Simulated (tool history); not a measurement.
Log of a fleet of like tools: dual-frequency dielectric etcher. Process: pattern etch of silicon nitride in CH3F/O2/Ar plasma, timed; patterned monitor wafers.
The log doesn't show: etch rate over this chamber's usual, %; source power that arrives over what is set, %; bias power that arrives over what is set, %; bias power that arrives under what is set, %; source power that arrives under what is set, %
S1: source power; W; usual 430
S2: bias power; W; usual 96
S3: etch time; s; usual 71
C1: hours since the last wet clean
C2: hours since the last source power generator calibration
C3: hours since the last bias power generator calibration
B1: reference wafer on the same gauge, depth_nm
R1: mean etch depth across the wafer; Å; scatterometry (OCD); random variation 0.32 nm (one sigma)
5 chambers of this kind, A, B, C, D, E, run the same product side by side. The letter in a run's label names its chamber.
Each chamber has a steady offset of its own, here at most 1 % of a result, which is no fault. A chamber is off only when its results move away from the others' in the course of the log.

run,day,S1,S2,S3,C1,C2,C3,B1,R1
1A,0.217,430,96,71,73.1,3102.9,722.5,49.702,571.63
2D,0.354,430,96,71,289.1,199.5,1640.3,49.706,566.36
3E,0.571,430,96,71,37.6,644.4,26.5,49.712,559.34
4B,0.75,430,96,71,187,198.2,1921.2,49.639,560.63
5C,0.854,430,96,71,212.9,2667.1,1704.7,49.699,564.02
6D,1.075,430,96,71,306.4,216.8,1657.6,49.676,565.18
7E,1.3,430,96,71,55.1,661.9,44,49.719,566.05
8B,1.5,430,96,71,205,216.2,1939.2,49.753,570.45
9A,1.642,430,81,79.5,107.3,3137.1,756.7,49.653,603.95
10C,1.771,430,81,79.5,234.9,2689.1,1726.7,49.722,597.38
11B,1.975,430,81,79.5,216.4,227.6,1950.6,49.729,594.52
12D,2.196,430,81,79.5,333.3,243.7,1684.5,49.645,596.15
13E,2.329,430,81,79.5,79.8,686.6,68.7,49.758,594.75
14A,2.512,430,96,71,128.2,3158,777.6,49.705,569.23
15C,2.662,430,96,71,256.3,2710.5,1748.1,49.677,569.09
16C,2.796,430,96,71,259.5,2713.7,1751.3,49.766,566.16
17D,2.954,370,108,71,351.5,261.9,1702.7,49.735,556.31
18E,3.121,370,108,71,98.8,705.6,87.7,49.784,563.09
19A,3.35,370,108,71,148.3,3178.1,797.7,49.701,561.68
20B,3.571,370,108,71,254.7,265.9,1988.9,49.641,563.17
21D,3.704,370,108,71,369.5,279.9,1720.7,49.647,559.08
22C,3.833,430,96,71,284.4,2738.6,1776.2,49.753,570.52
23E,4.004,430,96,71,120,726.8,108.9,49.638,568.39
24A,4.125,430,96,71,166.9,3196.7,816.3,49.721,566.42
25B,4.329,430,96,71,272.9,284.1,2007.1,49.628,564
26A,4.458,430,74,53.5,174.9,3204.7,824.3,49.748,389.69
27D,4.633,430,74,53.5,391.8,302.2,1743,49.698,389.6
28B,4.788,430,74,53.5,283.9,295.1,2018.1,49.736,391.75
29C,4.992,430,74,53.5,312.2,2766.4,1804,49.694,389.56
30E,5.142,430,74,53.5,147.3,754.1,136.2,49.611,387.05
31E,5.35,430,96,71,152.3,759.1,141.2,49.711,563.3
32D,5.542,430,96,71,413.6,324,1764.8,49.699,570.22
33B,5.767,430,96,71,307.4,318.6,2041.6,49.778,569.84
34A,6.012,430,96,71,212.2,3242,861.6,49.698,571.66
35C,6.171,430,96,71,340.5,2794.7,1832.3,49.704,564.83
36A,6.3,430,96,71,219.1,3248.9,868.5,49.741,569.69
37C,6.479,390,96,89,347.9,2802.1,1839.7,49.754,692.53
38B,6.675,390,96,89,329.2,340.4,2063.4,49.691,677.39
39D,6.817,390,96,89,444.2,354.6,1795.4,49.662,688.56
40E,7.021,390,96,89,192.4,799.2,181.3,49.758,691.75
41D,7.129,390,96,89,451.7,362.1,1802.9,49.681,680.36

Is one chamber off against the others, does the gauge drift, or is nothing wrong? If a chamber is off, say which, and what the likeliest cause is.

No chamber stands off beyond its own small offset, and the gauge holds steady.
